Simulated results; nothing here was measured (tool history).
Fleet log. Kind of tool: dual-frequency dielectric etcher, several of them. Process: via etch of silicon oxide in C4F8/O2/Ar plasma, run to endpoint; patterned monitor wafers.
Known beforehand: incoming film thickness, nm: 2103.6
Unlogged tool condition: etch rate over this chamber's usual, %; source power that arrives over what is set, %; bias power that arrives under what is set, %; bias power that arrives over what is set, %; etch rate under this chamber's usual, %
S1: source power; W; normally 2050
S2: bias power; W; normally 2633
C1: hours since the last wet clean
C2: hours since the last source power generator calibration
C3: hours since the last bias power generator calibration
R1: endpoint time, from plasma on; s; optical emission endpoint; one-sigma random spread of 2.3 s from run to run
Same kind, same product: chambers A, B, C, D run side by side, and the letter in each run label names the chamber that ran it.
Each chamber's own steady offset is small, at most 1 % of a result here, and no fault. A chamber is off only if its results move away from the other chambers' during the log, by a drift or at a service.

| run | hour | S1 | S2 | C1 | C2 | C3 | R1 |
|---|---|---|---|---|---|---|---|
| 1D | 6.5 | 2050 | 2633 | 303.9 | 2268.8 | 2605.5 | 377.21 |
| 2C | 11.8 | 2050 | 2633 | 167.8 | 2144.4 | 1675.7 | 386.34 |
| 3A | 17.7 | 2050 | 2633 | 149.9 | 1699.8 | 3150.7 | 379.41 |
| 4B | 25.7 | 2050 | 2633 | 454.1 | 624.9 | 1947.4 | 383.13 |
|  | 27.3 | chamber B: wet clean of the chamber |
| 5D | 31.2 | 2050 | 2633 | 328.6 | 2293.5 | 2630.2 | 379.85 |
| 6A | 35.1 | 2050 | 2633 | 167.3 | 1717.2 | 3168.1 | 380.21 |
| 7C | 39 | 2050 | 2633 | 195 | 2171.6 | 1702.9 | 380.66 |
| 8B | 43.8 | 2050 | 2633 | 16.5 | 643 | 1965.5 | 378.9 |
| 9A | 48.6 | 2280 | 2172 | 180.8 | 1730.7 | 3181.6 | 385.44 |
| 10B | 57.1 | 2280 | 2172 | 29.8 | 656.3 | 1978.8 | 385.7 |
| 11D | 62.5 | 2280 | 2172 | 359.9 | 2324.8 | 2661.5 | 387.65 |
| 12C | 71.4 | 2280 | 2172 | 227.4 | 2204 | 1735.3 | 387.19 |
| 13A | 78.6 | 2050 | 2633 | 210.8 | 1760.7 | 3211.6 | 381.81 |
| 14C | 86.9 | 2050 | 2633 | 242.9 | 2219.5 | 1750.8 | 380.97 |
| 15D | 93.5 | 2050 | 2633 | 390.9 | 2355.8 | 2692.5 | 382.31 |
| 16B | 101.3 | 2050 | 2633 | 74 | 700.5 | 2023 | 376.7 |
| 17A | 108 | 2050 | 2633 | 240.2 | 1790.1 | 3241 | 383.17 |
| 18D | 112.3 | 2050 | 2633 | 409.7 | 2374.6 | 2711.3 | 379.28 |
| 19C | 119.7 | 1700 | 3195 | 275.7 | 2252.3 | 1783.6 | 386.29 |
| 20B | 125.6 | 1700 | 3195 | 98.3 | 724.8 | 2047.3 | 378.68 |
|  | 132.6 | chamber D: wet clean of the chamber |
| 21A | 132.9 | 1700 | 3195 | 265.1 | 1815 | 3265.9 | 388.51 |
| 22C | 137.3 | 1700 | 3195 | 293.3 | 2269.9 | 1801.2 | 386.93 |
| 23B | 143 | 2050 | 2633 | 115.7 | 742.2 | 2064.7 | 379.73 |
| 24D | 149.4 | 2050 | 2633 | 16.9 | 2411.7 | 2748.4 | 378.47 |
| 25D | 157.1 | 2050 | 2633 | 24.6 | 2419.4 | 2756.1 | 379.53 |
| 26C | 165.6 | 2050 | 2633 | 321.6 | 2298.2 | 1829.5 | 383.57 |
| 27A | 173.4 | 1650 | 2193 | 305.6 | 1855.5 | 3306.4 | 443.2 |
| 28B | 178.8 | 1650 | 2193 | 151.5 | 778 | 2100.5 | 436.18 |
| 29D | 187.1 | 1650 | 2193 | 54.6 | 2449.4 | 2786.1 | 433.54 |
|  | 187.4 | chamber C: wet clean of the chamber |
| 30C | 195.7 | 1650 | 2193 | 8.4 | 2328.3 | 1859.6 | 440.45 |
| 31A | 204.5 | 2050 | 2633 | 336.7 | 1886.6 | 3337.5 | 383.29 |
| 32B | 210.6 | 2050 | 2633 | 183.3 | 809.8 | 2132.3 | 378.82 |
|  | 214.2 | chamber A: wet clean of the chamber |
| 33C | 217.8 | 2050 | 2633 | 30.5 | 2350.4 | 1881.7 | 378.14 |
| 34A | 226.4 | 2050 | 2633 | 12.3 | 1908.5 | 3359.4 | 380.6 |
| 35D | 233.2 | 2050 | 2633 | 100.7 | 2495.5 | 2832.2 | 380.27 |
| 36B | 239.5 | 2210 | 2013 | 212.2 | 838.7 | 2161.2 | 398.06 |
| 37A | 244.2 | 2210 | 2013 | 30.1 | 1926.3 | 3377.2 | 399.27 |
| 38D | 251.8 | 2210 | 2013 | 119.3 | 2514.1 | 2850.8 | 392.63 |
| 39C | 258 | 2210 | 2013 | 70.7 | 2390.6 | 1921.9 | 399.11 |
| 40B | 265.6 | 2050 | 2633 | 238.3 | 864.8 | 2187.3 | 375.78 |

Is one chamber out of step, is the gauge drifting, or do the chambers differ by no more than their own small offsets? For an off chamber, give its letter and the likeliest cause.

Nothing is wrong: each chamber keeps only its own small, steady offset and the gauge holds still.
